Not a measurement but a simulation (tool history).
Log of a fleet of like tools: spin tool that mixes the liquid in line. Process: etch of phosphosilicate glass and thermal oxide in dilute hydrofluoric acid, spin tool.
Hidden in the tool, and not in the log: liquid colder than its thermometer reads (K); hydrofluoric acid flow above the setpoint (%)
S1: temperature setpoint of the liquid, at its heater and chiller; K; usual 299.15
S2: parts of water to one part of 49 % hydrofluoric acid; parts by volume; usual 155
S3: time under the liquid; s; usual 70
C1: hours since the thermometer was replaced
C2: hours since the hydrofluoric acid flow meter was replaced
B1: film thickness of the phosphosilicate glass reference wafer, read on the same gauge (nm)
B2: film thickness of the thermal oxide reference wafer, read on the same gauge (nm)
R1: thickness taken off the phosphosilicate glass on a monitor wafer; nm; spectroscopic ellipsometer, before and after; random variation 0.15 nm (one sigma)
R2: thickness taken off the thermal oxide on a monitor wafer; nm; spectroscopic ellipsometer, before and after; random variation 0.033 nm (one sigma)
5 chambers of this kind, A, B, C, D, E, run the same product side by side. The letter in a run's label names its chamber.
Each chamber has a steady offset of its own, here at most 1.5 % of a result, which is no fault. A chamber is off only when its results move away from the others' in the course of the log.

Run 1B, hour 8.7: usual settings; C1 523.6; C2 262; B1 29.969; B2 30.045. Result: R1 38.726 nm, R2 2.1482 nm.
Run 2C, hour 14.6: usual settings; C1 503.3; C2 578.5; B1 29.978; B2 30.013. Result: R1 39.047 nm, R2 2.2258 nm.
Run 3A, hour 23.8: usual settings; C1 840.2; C2 181.3; B1 30; B2 30.022. Result: R1 38.685 nm, R2 2.1499 nm.
Run 4D, hour 32.7: usual settings; C1 462.8; C2 755.3; B1 29.998; B2 29.978. Result: R1 38.165 nm, R2 2.1688 nm.
Run 5E, hour 42.2: usual settings; C1 1384.4; C2 464.9; B1 30.023; B2 30.008. Result: R1 38.18 nm, R2 2.0989 nm.
Run 6B, hour 51: usual settings; C1 565.9; C2 304.3; B1 29.983; B2 30.035. Result: R1 38.683 nm, R2 2.1672 nm.
Run 7D, hour 57.1: usual settings; C1 487.2; C2 779.7; B1 29.997; B2 29.988. Result: R1 37.858 nm, R2 2.1876 nm.
Run 8E, hour 63.7: usual settings; C1 1405.9; C2 486.4; B1 30.027; B2 29.973. Result: R1 38.267 nm, R2 2.1163 nm.
Run 9A, hour 74: usual settings; C1 890.4; C2 231.5; B1 29.992; B2 30.001. Result: R1 38.889 nm, R2 2.1833 nm.
Run 10C, hour 81.6: usual settings; C1 570.3; C2 645.5; B1 30.014; B2 29.977. Result: R1 38.753 nm, R2 2.2636 nm.
Run 11D, hour 88.8: usual settings; C1 518.9; C2 811.4; B1 30.006; B2 29.987. Result: R1 38.198 nm, R2 2.1485 nm.
Run 12B, hour 100.8: usual settings; C1 615.7; C2 354.1; B1 29.981; B2 30.031. Result: R1 38.532 nm, R2 2.1774 nm.
At hour 107: chamber D: thermometer replaced.
Run 13E, hour 110.7: usual settings; C1 1452.9; C2 533.4; B1 30.012; B2 30.025. Result: R1 38.354 nm, R2 2.2234 nm.
Run 14A, hour 119.2: usual settings; C1 935.6; C2 276.7; B1 30.015; B2 30.018. Result: R1 38.789 nm, R2 2.152 nm.
At hour 129.6: chamber C: hydrofluoric acid flow meter replaced.
Run 15C, hour 130.4: usual settings; C1 619.1; C2 0.8; B1 30.002; B2 29.97. Result: R1 38.668 nm, R2 2.1862 nm.
At hour 136.9: chamber C: thermometer replaced.
Run 16C, hour 138.9: usual settings; C1 2; C2 9.3; B1 30.006; B2 30.009. Result: R1 38.759 nm, R2 2.2657 nm.
Run 17D, hour 147: usual settings; C1 40.1; C2 869.6; B1 30.004; B2 29.964. Result: R1 38.161 nm, R2 2.1544 nm.
Run 18B, hour 155.5: usual settings; C1 670.4; C2 408.8; B1 30.005; B2 29.982. Result: R1 38.457 nm, R2 2.2223 nm.
Run 19A, hour 166.6: usual settings; C1 983; C2 324.1; B1 30.021; B2 29.97. Result: R1 38.742 nm, R2 2.164 nm.
Run 20E, hour 175.1: usual settings; C1 1517.3; C2 597.8; B1 29.985; B2 30.04. Result: R1 38.175 nm, R2 2.2106 nm.
Run 21D, hour 182.2: usual settings; C1 75.3; C2 904.8; B1 29.974; B2 29.985. Result: R1 38.082 nm, R2 2.1853 nm.
Run 22C, hour 188.1: usual settings; C1 51.2; C2 58.5; B1 29.986; B2 30.016. Result: R1 38.512 nm, R2 2.2121 nm.
Run 23B, hour 195.6: usual settings; C1 710.5; C2 448.9; B1 30.019; B2 30.017. Result: R1 38.875 nm, R2 2.1539 nm.
Run 24E, hour 206.6: usual settings; C1 1548.8; C2 629.3; B1 30.025; B2 30.005. Result: R1 38.214 nm, R2 2.2466 nm.
Run 25A, hour 218.2: usual settings but S1 303.65 K; C1 1034.6; C2 375.7; B1 30.001; B2 30.017. Result: R1 45.286 nm, R2 2.5638 nm.
Run 26E, hour 229: usual settings but S1 303.65 K; C1 1571.2; C2 651.7; B1 30.049; B2 30.005. Result: R1 45.405 nm, R2 2.5255 nm.
Run 27B, hour 240.1: usual settings but S1 303.65 K; C1 755; C2 493.4; B1 30.009; B2 30.025. Result: R1 45.546 nm, R2 2.5773 nm.
Run 28C, hour 249.9: usual settings but S1 303.65 K; C1 113; C2 120.3; B1 29.987; B2 29.998. Result: R1 45.737 nm, R2 2.5852 nm.
Run 29A, hour 259.2: usual settings but S1 303.65 K; C1 1075.6; C2 416.7; B1 30.003; B2 29.971. Result: R1 45.798 nm, R2 2.5954 nm.
Run 30D, hour 270.6: usual settings but S2 200 parts by volume; C1 163.7; C2 993.2; B1 30.01; B2 29.945. Result: R1 27.933 nm, R2 1.5774 nm.
Run 31B, hour 282.5: usual settings but S2 200 parts by volume; C1 797.4; C2 535.8; B1 30.008; B2 30.028. Result: R1 28.35 nm, R2 1.6099 nm.
Run 32C, hour 293.7: usual settings but S2 200 parts by volume; C1 156.8; C2 164.1; B1 30.02; B2 30.025. Result: R1 28.482 nm, R2 1.5966 nm.

Is one chamber off against the others, does the gauge drift, or is nothing wrong? If a chamber is off, say which, and what the likeliest cause is.

No chamber stands off beyond its own small offset, and the gauge holds steady.
